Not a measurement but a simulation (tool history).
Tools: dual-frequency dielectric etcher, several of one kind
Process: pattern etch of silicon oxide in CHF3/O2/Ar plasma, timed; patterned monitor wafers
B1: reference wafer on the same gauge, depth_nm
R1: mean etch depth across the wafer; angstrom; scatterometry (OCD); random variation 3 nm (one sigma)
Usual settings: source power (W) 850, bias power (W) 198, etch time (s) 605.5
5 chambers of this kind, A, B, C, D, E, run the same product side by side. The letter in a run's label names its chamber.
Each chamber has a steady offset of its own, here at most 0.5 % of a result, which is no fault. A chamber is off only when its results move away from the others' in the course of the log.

run 1A hour=14.3 | source_power_(W)=850 bias_power_(W)=198 etch_time_(s)=605.5 | B1=1250.4 | R1=14242
run 2D hour=25.3 | source_power_(W)=850 bias_power_(W)=198 etch_time_(s)=605.5 | B1=1250.6 | R1=14052
run 3B hour=38.9 | source_power_(W)=850 bias_power_(W)=198 etch_time_(s)=605.5 | B1=1250.6 | R1=14072
run 4E hour=47.6 | source_power_(W)=850 bias_power_(W)=198 etch_time_(s)=605.5 | B1=1250.6 | R1=14021
-- hour=55.9 chamber C: wet clean of the chamber
run 5C hour=62 | source_power_(W)=850 bias_power_(W)=198 etch_time_(s)=605.5 | B1=1250.5 | R1=14170
run 6A hour=77.7 | source_power_(W)=850 bias_power_(W)=198 etch_time_(s)=605.5 | B1=1250.2 | R1=14198
run 7E hour=90.8 | source_power_(W)=850 bias_power_(W)=198 etch_time_(s)=605.5 | B1=1250.5 | R1=13964
run 8B hour=105.5 | source_power_(W)=850 bias_power_(W)=240 etch_time_(s)=605.5 | B1=1249.9 | R1=14964
run 9D hour=116.2 | source_power_(W)=850 bias_power_(W)=240 etch_time_(s)=605.5 | B1=1251 | R1=15126
-- hour=119.8 chamber A: wet clean of the chamber
run 10C hour=130.1 | source_power_(W)=850 bias_power_(W)=240 etch_time_(s)=605.5 | B1=1250.5 | R1=15104
run 11B hour=145.4 | source_power_(W)=850 bias_power_(W)=240 etch_time_(s)=605.5 | B1=1249.2 | R1=14955
run 12E hour=156.1 | source_power_(W)=850 bias_power_(W)=240 etch_time_(s)=605.5 | B1=1249.7 | R1=14867
run 13C hour=165.6 | source_power_(W)=850 bias_power_(W)=198 etch_time_(s)=605.5 | B1=1250.5 | R1=14175
run 14D hour=177.8 | source_power_(W)=680 bias_power_(W)=232 etch_time_(s)=605.5 | B1=1250.8 | R1=13665
run 15A hour=191.2 | source_power_(W)=680 bias_power_(W)=232 etch_time_(s)=605.5 | B1=1250.8 | R1=13757
-- hour=192.6 chamber A: bias power generator calibrated
run 16B hour=201.5 | source_power_(W)=680 bias_power_(W)=232 etch_time_(s)=605.5 | B1=1250.6 | R1=13613
-- hour=203 chamber A: source power generator calibrated
run 17D hour=217.1 | source_power_(W)=680 bias_power_(W)=232 etch_time_(s)=605.5 | B1=1249.5 | R1=13712
run 18C hour=230.1 | source_power_(W)=680 bias_power_(W)=232 etch_time_(s)=605.5 | B1=1249.9 | R1=13740
run 19A hour=241.9 | source_power_(W)=850 bias_power_(W)=198 etch_time_(s)=605.5 | B1=1250.1 | R1=14166
run 20E hour=252.2 | source_power_(W)=850 bias_power_(W)=198 etch_time_(s)=605.5 | B1=1250.1 | R1=13783
run 21B hour=263.7 | source_power_(W)=850 bias_power_(W)=198 etch_time_(s)=605.5 | B1=1249.2 | R1=14047
run 22A hour=273.7 | source_power_(W)=850 bias_power_(W)=198 etch_time_(s)=605.5 | B1=1250.2 | R1=14129
-- hour=274.6 chamber B: wet clean of the chamber
-- hour=277.1 chamber C: bias power generator calibrated
run 23E hour=281.2 | source_power_(W)=850 bias_power_(W)=198 etch_time_(s)=605.5 | B1=1250.4 | R1=13816
-- hour=282.6 chamber D: wet clean of the chamber
run 24D hour=293 | source_power_(W)=850 bias_power_(W)=198 etch_time_(s)=605.5 | B1=1251.2 | R1=14130
run 25C hour=302.4 | source_power_(W)=850 bias_power_(W)=151 etch_time_(s)=605.5 | B1=1249.7 | R1=12969
run 26A hour=311.4 | source_power_(W)=850 bias_power_(W)=151 etch_time_(s)=605.5 | B1=1249.5 | R1=13023
run 27D hour=325.5 | source_power_(W)=850 bias_power_(W)=151 etch_time_(s)=605.5 | B1=1249.5 | R1=12903
run 28C hour=340.4 | source_power_(W)=850 bias_power_(W)=151 etch_time_(s)=605.5 | B1=1250.5 | R1=12958
run 29E hour=353.7 | source_power_(W)=850 bias_power_(W)=151 etch_time_(s)=605.5 | B1=1249.9 | R1=12658
run 30B hour=366.2 | source_power_(W)=850 bias_power_(W)=198 etch_time_(s)=605.5 | B1=1250.5 | R1=14059
run 31D hour=373.4 | source_power_(W)=850 bias_power_(W)=198 etch_time_(s)=605.5 | B1=1249.9 | R1=14147
run 32A hour=388.4 | source_power_(W)=850 bias_power_(W)=198 etch_time_(s)=605.5 | B1=1250.3 | R1=14141
run 33C hour=398.9 | source_power_(W)=850 bias_power_(W)=198 etch_time_(s)=605.5 | B1=1250.1 | R1=14155
run 34B hour=413.1 | source_power_(W)=850 bias_power_(W)=198 etch_time_(s)=605.5 | B1=1250.3 | R1=14083
run 35E hour=427.3 | source_power_(W)=850 bias_power_(W)=198 etch_time_(s)=605.5 | B1=1249.5 | R1=13641
run 36A hour=441 | source_power_(W)=850 bias_power_(W)=198 etch_time_(s)=605.5 | B1=1250.7 | R1=14205

Is one chamber off against the others, does the gauge drift, or is nothing wrong? If a chamber is off, say which, and what the likeliest cause is.

Chamber E drifts away from the others.
Cause: etch rate under this chamber's usual, % = 2.98.

Here are 4 candidates for chamber E's next run, each the usual settings with a change, their results left as question marks. Which one brings its results back in line with what the others give on the usual settings?
In line means no further than this from the other chambers' mean on the usual settings: R1 110 angstrom
run 37E-1 hour=452.4 | source_power_(W)=840 bias_power_(W)=198 etch_time_(s)=586 | R1=?
run 37E-2 hour=452.4 | source_power_(W)=850 bias_power_(W)=197 etch_time_(s)=597 | R1=?
run 37E-3 hour=452.4 | source_power_(W)=850 bias_power_(W)=219 etch_time_(s)=605.5 | R1=?
run 37E-4 hour=452.4 | source_power_(W)=870 bias_power_(W)=202 etch_time_(s)=605.5 | R1=?

The other chambers' mean on the usual settings: R1 14126 angstrom
run=37E-1 R1=13150
run=37E-2 R1=13436
run=37E-3 R1=14116
run=37E-4 R1=13865
37E-3 brings the chamber back in line.
